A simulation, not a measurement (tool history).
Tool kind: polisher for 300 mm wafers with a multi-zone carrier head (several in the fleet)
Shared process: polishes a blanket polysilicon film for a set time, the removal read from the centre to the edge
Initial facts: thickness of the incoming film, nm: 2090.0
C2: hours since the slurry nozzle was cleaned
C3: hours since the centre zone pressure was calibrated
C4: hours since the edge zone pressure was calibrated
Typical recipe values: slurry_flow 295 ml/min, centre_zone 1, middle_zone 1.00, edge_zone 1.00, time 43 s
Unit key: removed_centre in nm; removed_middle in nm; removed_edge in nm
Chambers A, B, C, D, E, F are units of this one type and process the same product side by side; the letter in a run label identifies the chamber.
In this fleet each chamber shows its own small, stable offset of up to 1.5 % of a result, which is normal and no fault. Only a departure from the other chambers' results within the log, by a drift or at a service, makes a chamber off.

Run 1A, day 0.129: usual settings; wafers polished on this pad 178; C2 212.4; C3 485.6; C4 85.0. Result: removed_centre 371.79 nm, removed_middle 375.71 nm, removed_edge 382.53 nm.
Run 2B, day 0.338: usual settings; wafers polished on this pad 439; C2 372.7; C3 79.0; C4 238.7. Result: removed_centre 372.91 nm, removed_middle 367.13 nm, removed_edge 372.30 nm.
Run 3C, day 0.542: usual settings; wafers polished on this pad 434; C2 179.8; C3 199.3; C4 1327.8. Result: removed_centre 369.20 nm, removed_middle 367.33 nm, removed_edge 375.63 nm.
At day 0.600: chamber E: worn pad replaced by a new one.
Run 4D, day 0.783: usual settings; wafers polished on this pad 1165; C2 66.2; C3 1112.2; C4 240.9. Result: removed_centre 372.58 nm, removed_middle 378.47 nm, removed_edge 375.62 nm.
Run 5F, day 0.967: usual settings; wafers polished on this pad 538; C2 309.3; C3 128.0; C4 119.1. Result: removed_centre 378.62 nm, removed_middle 374.21 nm, removed_edge 368.40 nm.
At day 1.162: chamber C: edge zone pressure recalibrated.
Run 6E, day 1.162: usual settings; wafers polished on this pad 182; C2 98.1; C3 280.2; C4 884.7. Result: removed_centre 374.08 nm, removed_middle 370.09 nm, removed_edge 370.25 nm.
At day 1.192: chamber D: worn pad replaced by a new one.
Run 7F, day 1.300: usual settings; wafers polished on this pad 645; C2 317.3; C3 136.0; C4 127.1. Result: removed_centre 369.25 nm, removed_middle 377.47 nm, removed_edge 379.13 nm.
At day 1.325: chamber A: slurry nozzle cleaned.
At day 1.383: chamber F: worn pad replaced by a new one.
Run 8B, day 1.512: usual settings; wafers polished on this pad 818; C2 400.9; C3 107.2; C4 266.9. Result: removed_centre 372.37 nm, removed_middle 368.36 nm, removed_edge 376.62 nm.
Run 9C, day 1.675: usual settings; wafers polished on this pad 800; C2 207.0; C3 226.5; C4 12.3. Result: removed_centre 376.05 nm, removed_middle 376.18 nm, removed_edge 380.46 nm.
At day 1.788: chamber B: worn pad replaced by a new one.
Run 10A, day 1.888: usual settings; wafers polished on this pad 745; C2 13.5; C3 527.8; C4 127.2. Result: removed_centre 375.61 nm, removed_middle 375.61 nm, removed_edge 369.49 nm.
Run 11D, day 2.012: usual settings; wafers polished on this pad 265; C2 95.7; C3 1141.7; C4 270.4. Result: removed_centre 372.13 nm, removed_middle 379.90 nm, removed_edge 381.54 nm.
At day 2.071: chamber A: worn pad replaced by a new one.
Run 12E, day 2.162: usual settings; wafers polished on this pad 505; C2 122.1; C3 304.2; C4 908.7. Result: removed_centre 373.27 nm, removed_middle 372.50 nm, removed_edge 374.78 nm.
Run 13C, day 2.375: usual settings but time 57 s; wafers polished on this pad 1026; C2 223.8; C3 243.3; C4 29.1. Result: removed_centre 488.75 nm, removed_middle 497.06 nm, removed_edge 503.46 nm.
Run 14A, day 2.538: usual settings but time 57 s; wafers polished on this pad 151; C2 29.1; C3 543.4; C4 142.8. Result: removed_centre 502.06 nm, removed_middle 498.08 nm, removed_edge 508.67 nm.
At day 2.654: chamber E: worn pad replaced by a new one.
Run 15B, day 2.725: usual settings but time 57 s; wafers polished on this pad 302; C2 430.0; C3 136.3; C4 296.0. Result: removed_centre 494.97 nm, removed_middle 486.66 nm, removed_edge 502.31 nm.
At day 2.792: chamber B: slurry nozzle cleaned.
Run 16D, day 2.854: usual settings but time 57 s; wafers polished on this pad 537; C2 115.9; C3 1161.9; C4 290.6. Result: removed_centre 502.19 nm, removed_middle 504.97 nm, removed_edge 488.02 nm.
Run 17F, day 2.979: usual settings but time 57 s; wafers polished on this pad 516; C2 357.6; C3 176.3; C4 167.4. Result: removed_centre 500.17 nm, removed_middle 498.08 nm, removed_edge 500.46 nm.
Run 18E, day 3.133: usual settings but time 57 s; wafers polished on this pad 155; C2 145.4; C3 327.5; C4 932.0. Result: removed_centre 495.54 nm, removed_middle 496.90 nm, removed_edge 491.49 nm.
At day 3.212: chamber C: worn pad replaced by a new one.
At day 3.262: chamber F: worn pad replaced by a new one.
Run 19F, day 3.308: usual settings but middle_zone 0.89, edge_zone 0.95; wafers polished on this pad 15; C2 365.5; C3 184.2; C4 175.3. Result: removed_centre 381.65 nm, removed_middle 332.79 nm, removed_edge 361.80 nm.
At day 3.433: chamber D: centre zone pressure recalibrated.
Run 20A, day 3.454: usual settings but middle_zone 0.89, edge_zone 0.95; wafers polished on this pad 447; C2 51.1; C3 565.4; C4 164.8. Result: removed_centre 369.54 nm, removed_middle 338.25 nm, removed_edge 365.43 nm.
Run 21E, day 3.662: usual settings but middle_zone 0.89, edge_zone 0.95; wafers polished on this pad 326; C2 158.1; C3 340.2; C4 944.7. Result: removed_centre 374.85 nm, removed_middle 338.50 nm, removed_edge 366.98 nm.
Run 22D, day 3.808: usual settings but middle_zone 0.89, edge_zone 0.95; wafers polished on this pad 845; C2 138.8; C3 9.0; C4 313.5. Result: removed_centre 372.73 nm, removed_middle 336.62 nm, removed_edge 354.99 nm.
Run 23C, day 4.017: usual settings but middle_zone 0.89, edge_zone 0.95; wafers polished on this pad 260; C2 263.2; C3 282.7; C4 68.5. Result: removed_centre 371.98 nm, removed_middle 330.50 nm, removed_edge 376.08 nm.
Run 24B, day 4.129: usual settings but middle_zone 0.89, edge_zone 0.95; wafers polished on this pad 755; C2 32.1; C3 170.0; C4 329.7. Result: removed_centre 373.93 nm, removed_middle 335.00 nm, removed_edge 366.25 nm.
At day 4.233: chamber A: worn pad replaced by a new one.
At day 4.258: chamber D: worn pad replaced by a new one.
Run 25B, day 4.354: usual settings but slurry_flow 385 ml/min, edge_zone 1.09; wafers polished on this pad 828; C2 37.5; C3 175.4; C4 335.1. Result: removed_centre 383.00 nm, removed_middle 378.78 nm, removed_edge 403.64 nm.
At day 4.538: chamber B: worn pad replaced by a new one.
Run 26F, day 4.579: usual settings but slurry_flow 385 ml/min, edge_zone 1.09; wafers polished on this pad 425; C2 396.0; C3 214.7; C4 205.8. Result: removed_centre 385.00 nm, removed_middle 385.83 nm, removed_edge 401.77 nm.
Run 27E, day 4.725: usual settings but slurry_flow 385 ml/min, edge_zone 1.09; wafers polished on this pad 669; C2 183.6; C3 365.7; C4 970.2. Result: removed_centre 382.90 nm, removed_middle 385.71 nm, removed_edge 398.69 nm.
Run 28A, day 4.929: usual settings but slurry_flow 385 ml/min, edge_zone 1.09; wafers polished on this pad 225; C2 86.5; C3 600.8; C4 200.2. Result: removed_centre 387.31 nm, removed_middle 378.69 nm, removed_edge 393.81 nm.
At day 5.054: chamber E: worn pad replaced by a new one.
Run 29C, day 5.138: usual settings but slurry_flow 385 ml/min, edge_zone 1.09; wafers polished on this pad 622; C2 290.1; C3 309.6; C4 95.4. Result: removed_centre 380.07 nm, removed_middle 380.76 nm, removed_edge 401.39 nm.
Run 30D, day 5.296: usual settings but slurry_flow 385 ml/min, edge_zone 1.09; wafers polished on this pad 335; C2 174.5; C3 44.7; C4 349.2. Result: removed_centre 388.05 nm, removed_middle 387.06 nm, removed_edge 395.74 nm.
At day 5.346: chamber B: edge zone pressure recalibrated.
Run 31E, day 5.412: usual settings; wafers polished on this pad 115; C2 200.1; C3 382.2; C4 986.7. Result: removed_centre 379.14 nm, removed_middle 375.86 nm, removed_edge 370.01 nm.
Run 32F, day 5.612: usual settings but edge_zone 1.04; wafers polished on this pad 759; C2 420.8; C3 239.5; C4 230.6. Result: removed_centre 373.54 nm, removed_middle 376.16 nm, removed_edge 387.67 nm.
Run 33C, day 5.850: usual settings but edge_zone 1.04; wafers polished on this pad 852; C2 307.2; C3 326.7; C4 112.5. Result: removed_centre 373.15 nm, removed_middle 375.16 nm, removed_edge 378.83 nm.
Run 34A, day 6.058: usual settings but edge_zone 1.04; wafers polished on this pad 589; C2 113.6; C3 627.9; C4 227.3. Result: removed_centre 366.61 nm, removed_middle 378.66 nm, removed_edge 386.05 nm.
Run 35B, day 6.246: usual settings but edge_zone 1.04; wafers polished on this pad 551; C2 82.9; C3 220.8; C4 21.6. Result: removed_centre 372.15 nm, removed_middle 366.67 nm, removed_edge 386.07 nm.
Run 36D, day 6.458: usual settings but edge_zone 1.04; wafers polished on this pad 710; C2 202.4; C3 72.6; C4 377.1. Result: removed_centre 378.38 nm, removed_middle 380.40 nm, removed_edge 390.11 nm.

The same settings go to every chamber for the next run, one line per chamber below. Forecast the results for each:
Run 37A, day 6.633: usual settings. Result: removed_centre ?, removed_middle ?, removed_edge ?.
Run 37B, day 6.633: usual settings. Result: removed_centre ?, removed_middle ?, removed_edge ?.
Run 37C, day 6.633: usual settings. Result: removed_centre ?, removed_middle ?, removed_edge ?.
Run 37D, day 6.633: usual settings. Result: removed_centre ?, removed_middle ?, removed_edge ?.
Run 37E, day 6.633: usual settings. Result: removed_centre ?, removed_middle ?, removed_edge ?.
Run 37F, day 6.633: usual settings. Result: removed_centre ?, removed_middle ?, removed_edge ?.

run  removed_centre  removed_middle  removed_edge
37A          373.26          375.41        375.83
37B          375.95          365.22        372.25
37C          372.41          373.70        381.06
37D          372.66          377.19        364.91
37E          378.39          371.02        373.33
37F          376.94          378.00        374.76
